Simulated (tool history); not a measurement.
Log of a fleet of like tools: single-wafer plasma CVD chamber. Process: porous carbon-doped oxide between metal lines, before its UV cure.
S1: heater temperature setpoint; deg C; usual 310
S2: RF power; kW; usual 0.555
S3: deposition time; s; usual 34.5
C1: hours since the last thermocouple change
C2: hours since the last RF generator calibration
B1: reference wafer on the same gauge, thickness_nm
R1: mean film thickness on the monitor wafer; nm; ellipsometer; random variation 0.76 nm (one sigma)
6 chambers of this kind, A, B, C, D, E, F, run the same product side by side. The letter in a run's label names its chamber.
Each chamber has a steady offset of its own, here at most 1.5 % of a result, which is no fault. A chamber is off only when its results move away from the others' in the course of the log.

run	hour	S1	S2	S3	C1	C2	B1	R1
1C	8.1	310	0.555	34.5	893.9	1063.5	223.96	189.15
2E	19.9	310	0.555	34.5	197.8	842.7	224.00	187.26
3D	27.6	310	0.555	34.5	740.1	332.0	224.01	190.46
# hour 33.3: chamber A: thermocouple changed; heater temperature recalibrated
4B	33.5	310	0.555	34.5	1240.7	570.3	223.98	188.34
5F	39.8	310	0.555	34.5	307.1	530.3	224.12	188.83
6A	49.1	310	0.555	34.5	15.9	102.1	223.66	188.21
# hour 57.0: chamber B: thermocouple changed; heater temperature recalibrated
7C	60.8	310	0.555	34.5	946.6	1116.2	223.91	188.26
8D	70.3	310	0.555	34.5	782.8	374.7	224.18	190.40
9A	80.2	310	0.555	34.5	47.0	133.2	224.06	187.58
10F	85.5	310	0.555	34.5	352.8	576.0	224.16	188.17
11B	96.9	310	0.555	34.5	39.9	633.7	224.07	189.63
12E	106.3	310	0.555	34.5	284.2	929.1	223.99	187.19
13A	114.7	310	0.555	34.5	81.5	167.7	224.00	187.41
14B	124.9	310	0.555	34.5	67.9	661.7	223.94	188.18
15F	130.8	310	0.555	34.5	398.1	621.3	224.13	188.63
16C	135.9	310	0.555	34.5	1021.7	1191.3	223.95	188.99
17E	142.9	310	0.555	34.5	320.8	965.7	223.76	186.52
18D	149.9	310	0.555	34.5	862.4	454.3	223.72	189.26
19E	160.7	310	0.555	34.5	338.6	983.5	223.81	187.59
20C	171.7	310	0.555	34.5	1057.5	1227.1	223.91	188.83
21A	181.1	310	0.555	34.5	147.9	234.1	223.84	187.97
22B	188.9	310	0.555	34.5	131.9	725.7	224.14	188.11
23F	200.4	310	0.555	34.5	467.7	690.9	223.99	188.59
24D	207.7	310	0.555	34.5	920.2	512.1	224.12	190.12
25F	214.9	310	0.555	34.5	482.2	705.4	223.99	188.06
26C	222.2	310	0.555	34.5	1108.0	1277.6	224.14	188.33
27A	233.4	305	0.555	29.3	200.2	286.4	224.23	165.33
28E	244.4	305	0.555	29.3	422.3	1067.2	223.83	164.23
29D	250.3	305	0.555	29.3	962.8	554.7	223.64	167.98
30B	260.6	305	0.555	29.3	203.6	797.4	223.88	161.23
31B	270.6	305	0.555	29.3	213.6	807.4	224.18	160.04
32F	277.8	305	0.555	29.3	545.1	768.3	223.98	164.88
33D	284.6	310	0.555	34.5	997.1	589.0	223.95	191.43
34A	293.8	310	0.555	34.5	260.6	346.8	223.78	186.35
35C	298.9	310	0.590	34.5	1184.7	1354.3	224.04	194.88
36E	307.5	310	0.590	34.5	485.4	1130.3	224.02	194.89
37E	314.9	310	0.590	34.5	492.8	1137.7	224.00	193.54
38F	324.0	310	0.590	34.5	591.3	814.5	223.98	196.50
39C	331.6	310	0.590	34.5	1217.4	1387.0	223.94	195.08
40D	337.9	310	0.590	34.5	1050.4	642.3	223.98	198.09
41B	347.0	301	0.555	34.5	290.0	883.8	224.01	188.58

Next, every chamber runs the same settings. What will each give?
42A	355.4	310	0.555	34.5				?
42B	355.4	310	0.555	34.5				?
42C	355.4	310	0.555	34.5				?
42D	355.4	310	0.555	34.5				?
42E	355.4	310	0.555	34.5				?
42F	355.4	310	0.555	34.5				?

run	R1
42A	187.84
42B	181.38
42C	188.89
42D	189.89
42E	187.19
42F	187.95

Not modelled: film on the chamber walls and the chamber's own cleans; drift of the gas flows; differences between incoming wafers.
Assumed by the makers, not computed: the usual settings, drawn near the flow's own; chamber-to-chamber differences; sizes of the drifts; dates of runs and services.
